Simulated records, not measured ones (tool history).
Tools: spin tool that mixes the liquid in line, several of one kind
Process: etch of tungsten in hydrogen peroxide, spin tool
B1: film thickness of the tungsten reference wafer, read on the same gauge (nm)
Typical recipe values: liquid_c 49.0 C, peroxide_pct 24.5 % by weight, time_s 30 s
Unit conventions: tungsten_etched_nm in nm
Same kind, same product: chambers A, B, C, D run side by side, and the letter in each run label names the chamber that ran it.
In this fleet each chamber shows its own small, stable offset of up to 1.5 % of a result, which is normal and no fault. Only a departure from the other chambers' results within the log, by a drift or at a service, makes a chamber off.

Run 1D, hour 6.8: usual settings; B1 69.981. Result: tungsten_etched_nm 87.248 nm.
Run 2A, hour 10.8: usual settings; B1 69.981. Result: tungsten_etched_nm 88.955 nm.
Run 3C, hour 18.9: usual settings; B1 70.006. Result: tungsten_etched_nm 88.607 nm.
Run 4B, hour 24.7: usual settings; B1 69.983. Result: tungsten_etched_nm 87.000 nm.
Run 5C, hour 30.5: usual settings; B1 69.980. Result: tungsten_etched_nm 88.376 nm.
Run 6D, hour 38.4: usual settings; B1 70.000. Result: tungsten_etched_nm 87.639 nm.
Run 7B, hour 46.6: usual settings but liquid_c 56.5 C; B1 69.971. Result: tungsten_etched_nm 135.880 nm.
Run 8A, hour 52.5: usual settings but liquid_c 56.5 C; B1 70.009. Result: tungsten_etched_nm 137.910 nm.
Run 9D, hour 56.5: usual settings but liquid_c 56.5 C; B1 70.016. Result: tungsten_etched_nm 138.470 nm.
Run 10C, hour 63.3: usual settings but liquid_c 56.5 C; B1 70.031. Result: tungsten_etched_nm 140.000 nm.
Run 11B, hour 70.9: usual settings; B1 69.988. Result: tungsten_etched_nm 85.182 nm.
Run 12A, hour 76.4: usual settings; B1 70.004. Result: tungsten_etched_nm 87.827 nm.
Run 13B, hour 81.7: usual settings; B1 70.055. Result: tungsten_etched_nm 84.357 nm.
Run 14D, hour 89.9: usual settings; B1 70.026. Result: tungsten_etched_nm 88.060 nm.
Run 15A, hour 97.4: usual settings but liquid_c 53.5 C, peroxide_pct 30.0 % by weight; B1 69.979. Result: tungsten_etched_nm 127.470 nm.
Run 16C, hour 106.1: usual settings but liquid_c 53.5 C, peroxide_pct 30.0 % by weight; B1 70.019. Result: tungsten_etched_nm 128.440 nm.
Run 17B, hour 113.8: usual settings but liquid_c 53.5 C, peroxide_pct 30.0 % by weight; B1 70.033. Result: tungsten_etched_nm 122.630 nm.
Run 18C, hour 118.6: usual settings but liquid_c 53.5 C, peroxide_pct 30.0 % by weight; B1 70.008. Result: tungsten_etched_nm 127.800 nm.
Run 19A, hour 124.7: usual settings; B1 70.009. Result: tungsten_etched_nm 87.837 nm.
Run 20D, hour 133.5: usual settings; B1 70.013. Result: tungsten_etched_nm 86.071 nm.
At hour 134.9: chamber A: new drum of peroxide connected.
Run 21D, hour 140.7: usual settings; B1 70.025. Result: tungsten_etched_nm 87.059 nm.
Run 22C, hour 147.3: usual settings; B1 70.020. Result: tungsten_etched_nm 88.189 nm.
Run 23A, hour 151.5: usual settings; B1 70.000. Result: tungsten_etched_nm 87.290 nm.
Run 24B, hour 158.8: usual settings; B1 69.979. Result: tungsten_etched_nm 82.826 nm.
Run 25C, hour 164.7: usual settings; B1 70.045. Result: tungsten_etched_nm 87.268 nm.
Run 26B, hour 169.6: usual settings; B1 69.981. Result: tungsten_etched_nm 84.021 nm.
Run 27A, hour 174.5: usual settings; B1 69.954. Result: tungsten_etched_nm 87.854 nm.
Run 28D, hour 179.6: usual settings; B1 70.026. Result: tungsten_etched_nm 88.082 nm.
Run 29D, hour 185.3: usual settings; B1 70.008. Result: tungsten_etched_nm 87.365 nm.
Run 30C, hour 193.7: usual settings; B1 70.003. Result: tungsten_etched_nm 88.819 nm.
Run 31B, hour 201.4: usual settings; B1 69.976. Result: tungsten_etched_nm 82.975 nm.

All 4 chambers run these settings next. Forecast each chamber's results:
Run 32A, hour 207.9: usual settings but time_s 20 s. Result: tungsten_etched_nm ?.
Run 32B, hour 207.9: usual settings but time_s 20 s. Result: tungsten_etched_nm ?.
Run 32C, hour 207.9: usual settings but time_s 20 s. Result: tungsten_etched_nm ?.
Run 32D, hour 207.9: usual settings but time_s 20 s. Result: tungsten_etched_nm ?.

run  tungsten_etched_nm
32A              58.594
32B              54.964
32C              59.125
32D              58.647
